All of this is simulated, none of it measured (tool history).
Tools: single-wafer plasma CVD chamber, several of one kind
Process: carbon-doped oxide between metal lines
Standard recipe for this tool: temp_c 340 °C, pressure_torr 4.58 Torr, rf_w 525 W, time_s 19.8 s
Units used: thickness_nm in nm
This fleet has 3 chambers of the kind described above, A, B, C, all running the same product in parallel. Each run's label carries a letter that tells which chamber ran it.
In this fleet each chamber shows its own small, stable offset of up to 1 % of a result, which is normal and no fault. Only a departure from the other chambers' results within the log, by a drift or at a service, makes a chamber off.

| run | hour | temp_c | pressure_torr | rf_w | time_s | read-back reference wafer on the same gauge, thickness_nm | thickness_nm |
|---|---|---|---|---|---|---|---|
| 1B | 10.6 | 340 | 4.58 | 525 | 19.8 | 117.06 | 105.94 |
| 2A | 20.8 | 340 | 4.58 | 525 | 19.8 | 117.03 | 106.43 |
| 3C | 36 | 340 | 4.58 | 525 | 19.8 | 117.07 | 106.12 |
| 4C | 47 | 340 | 4.58 | 525 | 19.8 | 116.97 | 107.07 |
| 5B | 61.7 | 332 | 4.58 | 435 | 19.8 | 116.95 | 96.975 |
| 6A | 69.5 | 332 | 4.58 | 435 | 19.8 | 116.89 | 95.428 |
| 7B | 80.8 | 332 | 4.58 | 435 | 19.8 | 116.97 | 96.52 |
| 8C | 91.4 | 340 | 4.58 | 525 | 19.8 | 116.9 | 105.83 |
| 9A | 106.1 | 325 | 3.84 | 525 | 19.8 | 116.95 | 108.69 |
| 10B | 113.4 | 325 | 3.84 | 525 | 19.8 | 116.97 | 109.79 |
| 11C | 121.4 | 325 | 3.84 | 525 | 19.8 | 117.04 | 108.76 |
| 12A | 129.8 | 353 | 4.2 | 525 | 19.8 | 117.01 | 100.37 |
| 13B | 142.6 | 353 | 4.2 | 525 | 19.8 | 116.89 | 101.43 |
|  | 147 | chamber B: capacitance manometer re-zeroed and calibrated |
| 14A | 154.9 | 353 | 4.2 | 525 | 19.8 | 117.14 | 101.19 |
| 15C | 163.9 | 340 | 4.58 | 475 | 19.8 | 117.01 | 99.624 |
| 16C | 176.6 | 340 | 4.58 | 475 | 19.8 | 116.88 | 99.765 |
| 17B | 185.5 | 340 | 4.58 | 475 | 19.8 | 117.04 | 99.687 |
| 18A | 195.5 | 340 | 4.58 | 525 | 19.8 | 116.97 | 105.36 |
| 19B | 203.2 | 340 | 4.58 | 525 | 19.8 | 117.02 | 106.26 |
| 20C | 217.4 | 340 | 4.58 | 525 | 19.8 | 117 | 106.47 |
| 21A | 225.4 | 340 | 4.58 | 525 | 19.8 | 116.94 | 105.98 |
|  | 231.9 | chamber C: capacitance manometer re-zeroed and calibrated |
| 22C | 240.2 | 340 | 4.58 | 525 | 19.8 | 117 | 106.64 |
| 23B | 251.8 | 340 | 4.58 | 525 | 19.8 | 116.93 | 107.45 |
| 24A | 259.4 | 340 | 4.58 | 525 | 19.8 | 117.1 | 105.84 |
| 25B | 269 | 340 | 4.58 | 525 | 19.8 | 117.07 | 106.62 |
| 26C | 281 | 340 | 4.58 | 525 | 19.8 | 116.94 | 106.36 |
| 27A | 289.3 | 354 | 4.58 | 525 | 19.8 | 117.22 | 102.33 |
| 28C | 299.2 | 354 | 4.58 | 525 | 19.8 | 116.86 | 102.24 |
| 29A | 312.5 | 354 | 4.58 | 525 | 19.8 | 117.07 | 102.53 |

Each of the 3 chambers runs these same settings next. Fill in every chamber's results:
| 30A | 323.5 | 340 | 4.58 | 525 | 19.8 |  | ? |
| 30B | 323.5 | 340 | 4.58 | 525 | 19.8 |  | ? |
| 30C | 323.5 | 340 | 4.58 | 525 | 19.8 |  | ? |

| run | thickness_nm |
|---|---|
| 30A | 105.71 |
| 30B | 106.39 |
| 30C | 105.62 |
